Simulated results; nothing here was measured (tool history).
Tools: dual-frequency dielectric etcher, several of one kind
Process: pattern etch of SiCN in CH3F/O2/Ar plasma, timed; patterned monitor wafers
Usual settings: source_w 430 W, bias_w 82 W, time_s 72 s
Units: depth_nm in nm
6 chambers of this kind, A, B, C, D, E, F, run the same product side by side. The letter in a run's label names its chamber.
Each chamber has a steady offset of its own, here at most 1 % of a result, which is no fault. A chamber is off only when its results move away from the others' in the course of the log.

run	hour	source_w	bias_w	time_s	read-back reference wafer on the same gauge, depth_nm	depth_nm
1E	12.3	430	82	72	27.597	29.218
2B	24.8	430	82	72	27.604	29.081
3F	32.3	430	82	72	27.596	29.297
4C	40.1	430	82	72	27.597	29.31
# hour 45.6: chamber F: wet clean of the chamber
5D	50.4	430	82	72	27.583	29.218
6A	61.3	430	82	72	27.601	28.845
# hour 63.2: chamber D: wet clean of the chamber
7D	70.2	430	82	72	27.607	29.381
8C	83.3	430	82	72	27.613	29.209
9A	93.6	430	82	72	27.571	28.983
10B	100.4	430	82	72	27.575	29.189
11E	108.6	430	82	72	27.573	29.14
12F	115	430	82	72	27.608	28.922
13C	126.6	430	100	72	27.612	31.686
14B	139.3	430	100	72	27.622	31.391
15A	146.6	430	100	72	27.603	31.129
16D	154.7	430	100	72	27.593	31.462
17E	160.5	430	100	72	27.634	31.272
18F	170.4	430	100	72	27.625	31.092
19F	177.9	430	82	72	27.628	28.953
20C	189.2	430	82	72	27.608	29.774
# hour 191.5: chamber B: wet clean of the chamber
21B	195.3	430	82	72	27.594	29.127
22E	206.2	430	82	72	27.603	29.282
23D	215.2	430	82	72	27.617	29.193
24A	228.5	430	82	72	27.595	28.874
25E	240	430	82	72	27.606	29.006
26B	247.2	430	82	72	27.602	29.085
27C	254.1	430	82	72	27.599	30.187
28A	260	430	82	72	27.56	28.891
29F	271	430	82	72	27.603	29.105
30D	279.1	430	82	72	27.601	29.404
31B	288.5	430	82	72	27.627	28.98
32C	295	430	82	72	27.606	30.471
33F	301.7	430	82	72	27.564	28.935
34D	310.9	430	82	72	27.593	29.35
35E	322.8	430	82	72	27.603	29.085
36A	332	430	67	91	27.611	33.983
37E	339.4	430	67	91	27.605	34.116
38F	350	430	67	91	27.592	34.259
39B	362.4	430	67	91	27.615	34.59
40C	369.2	430	67	91	27.595	36.14
41A	382.3	430	67	91	27.609	34.003

Next, every chamber runs the same settings. What will each give?
42A	391.8	430	82	72		?
42B	391.8	430	82	72		?
42C	391.8	430	82	72		?
42D	391.8	430	82	72		?
42E	391.8	430	82	72		?
42F	391.8	430	82	72		?

run	depth_nm
42A	29.01
42B	29.074
42C	30.788
42D	29.434
42E	29.142
42F	29.14
